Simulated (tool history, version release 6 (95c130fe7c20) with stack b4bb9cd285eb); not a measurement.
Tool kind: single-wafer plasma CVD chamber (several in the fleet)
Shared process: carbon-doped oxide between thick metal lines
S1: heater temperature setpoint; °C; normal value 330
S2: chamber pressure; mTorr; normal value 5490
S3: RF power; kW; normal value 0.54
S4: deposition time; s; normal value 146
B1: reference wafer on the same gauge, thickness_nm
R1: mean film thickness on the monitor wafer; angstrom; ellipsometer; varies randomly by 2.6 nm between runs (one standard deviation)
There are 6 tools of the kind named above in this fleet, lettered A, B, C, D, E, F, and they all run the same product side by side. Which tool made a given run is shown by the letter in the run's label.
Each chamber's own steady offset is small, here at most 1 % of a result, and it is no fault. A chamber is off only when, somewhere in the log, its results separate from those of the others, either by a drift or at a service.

| run | hour | S1 | S2 | S3 | S4 | B1 | R1 |
|---|---|---|---|---|---|---|---|
| 1C | 11.5 | 330 | 5490 | 0.54 | 146 | 916.27 | 8284.2 |
| 2E | 23.5 | 330 | 5490 | 0.54 | 146 | 915.98 | 8312.9 |
| 3D | 32.5 | 330 | 5490 | 0.54 | 146 | 915.9 | 8295.8 |
| 4A | 42.2 | 330 | 5490 | 0.54 | 146 | 915.49 | 8266.2 |
| 5F | 53.1 | 330 | 5490 | 0.54 | 146 | 916.22 | 8347.2 |
| 6B | 61.7 | 330 | 5490 | 0.54 | 146 | 915.75 | 8321.6 |
|  | 65.3 | chamber F: RF generator calibrated |
|  | 65.7 | chamber D: thermocouple changed; heater temperature recalibrated |
|  | 70 | chamber F: capacitance manometer re-zeroed and calibrated |
| 7C | 73.5 | 330 | 5490 | 0.54 | 146 | 916.2 | 8278.8 |
| 8F | 81.8 | 330 | 5490 | 0.54 | 134 | 916.48 | 7626.7 |
| 9E | 87.9 | 330 | 5490 | 0.54 | 134 | 915.22 | 7672.2 |
| 10B | 96.5 | 330 | 5490 | 0.54 | 134 | 915.49 | 7597.6 |
|  | 99.2 | chamber A: thermocouple changed; heater temperature recalibrated |
| 11D | 108.5 | 330 | 5490 | 0.54 | 134 | 915.19 | 7557.6 |
| 12A | 120.7 | 330 | 5490 | 0.54 | 134 | 915.75 | 7634.3 |
| 13C | 130.3 | 330 | 5490 | 0.54 | 134 | 916.35 | 7617.7 |
| 14F | 137.4 | 330 | 5490 | 0.54 | 146 | 916.53 | 8287 |
| 15B | 145.2 | 330 | 5490 | 0.54 | 146 | 916.37 | 8310.8 |
| 16D | 152.5 | 330 | 5490 | 0.54 | 146 | 916.84 | 8291.9 |
| 17A | 159.7 | 330 | 5490 | 0.54 | 146 | 916.47 | 8262.2 |
| 18E | 167 | 330 | 5490 | 0.54 | 155 | 914.99 | 8875.5 |
| 19E | 178.1 | 330 | 5490 | 0.54 | 155 | 915.3 | 8896.8 |
| 20B | 186.4 | 330 | 5490 | 0.54 | 155 | 916.76 | 8837 |
| 21D | 193.6 | 330 | 5490 | 0.54 | 155 | 916.53 | 8839.3 |
| 22F | 200.7 | 330 | 5490 | 0.54 | 155 | 915.67 | 8830.1 |
| 23A | 207.7 | 330 | 5490 | 0.54 | 155 | 916.65 | 8849 |
|  | 208.6 | chamber B: RF generator calibrated |
| 24C | 216.5 | 330 | 5490 | 0.54 | 146 | 915.55 | 8289.5 |
| 25C | 226.2 | 330 | 5490 | 0.54 | 146 | 915.98 | 8325.4 |
| 26F | 231.5 | 330 | 5490 | 0.54 | 146 | 915.71 | 8333.2 |
| 27A | 242.4 | 343 | 5490 | 0.54 | 158 | 915.9 | 8662.9 |
| 28B | 251.3 | 343 | 5490 | 0.54 | 158 | 916.3 | 8682.3 |
| 29D | 260.6 | 343 | 5490 | 0.54 | 158 | 915.76 | 8617.6 |
| 30E | 265.9 | 343 | 5490 | 0.54 | 158 | 916.67 | 8709.2 |
| 31F | 275.8 | 343 | 5490 | 0.54 | 158 | 915.22 | 8720.4 |
|  | 277.3 | chamber E: RF generator calibrated |
| 32D | 283.8 | 343 | 5490 | 0.54 | 158 | 916 | 8566.5 |
| 33A | 295 | 330 | 5490 | 0.54 | 146 | 916.12 | 8278.4 |
|  | 299.9 | chamber C: thermocouple changed; heater temperature recalibrated |
| 34E | 301.6 | 330 | 5490 | 0.54 | 146 | 915.89 | 8376.4 |
| 35B | 307.7 | 330 | 5490 | 0.54 | 146 | 916.36 | 8308.9 |
| 36C | 317.3 | 330 | 5490 | 0.54 | 146 | 916.34 | 8289.9 |

All chambers now run identical settings, listed one chamber a line with results as question marks. What results will each chamber show?
| 37A | 326.1 | 330 | 5490 | 0.54 | 170 |  | ? |
| 37B | 326.1 | 330 | 5490 | 0.54 | 170 |  | ? |
| 37C | 326.1 | 330 | 5490 | 0.54 | 170 |  | ? |
| 37D | 326.1 | 330 | 5490 | 0.54 | 170 |  | ? |
| 37E | 326.1 | 330 | 5490 | 0.54 | 170 |  | ? |
| 37F | 326.1 | 330 | 5490 | 0.54 | 170 |  | ? |

| run | R1 |
|---|---|
| 37A | 9664.1 |
| 37B | 9669.2 |
| 37C | 9679.9 |
| 37D | 9566.5 |
| 37E | 9736.4 |
| 37F | 9713.6 |
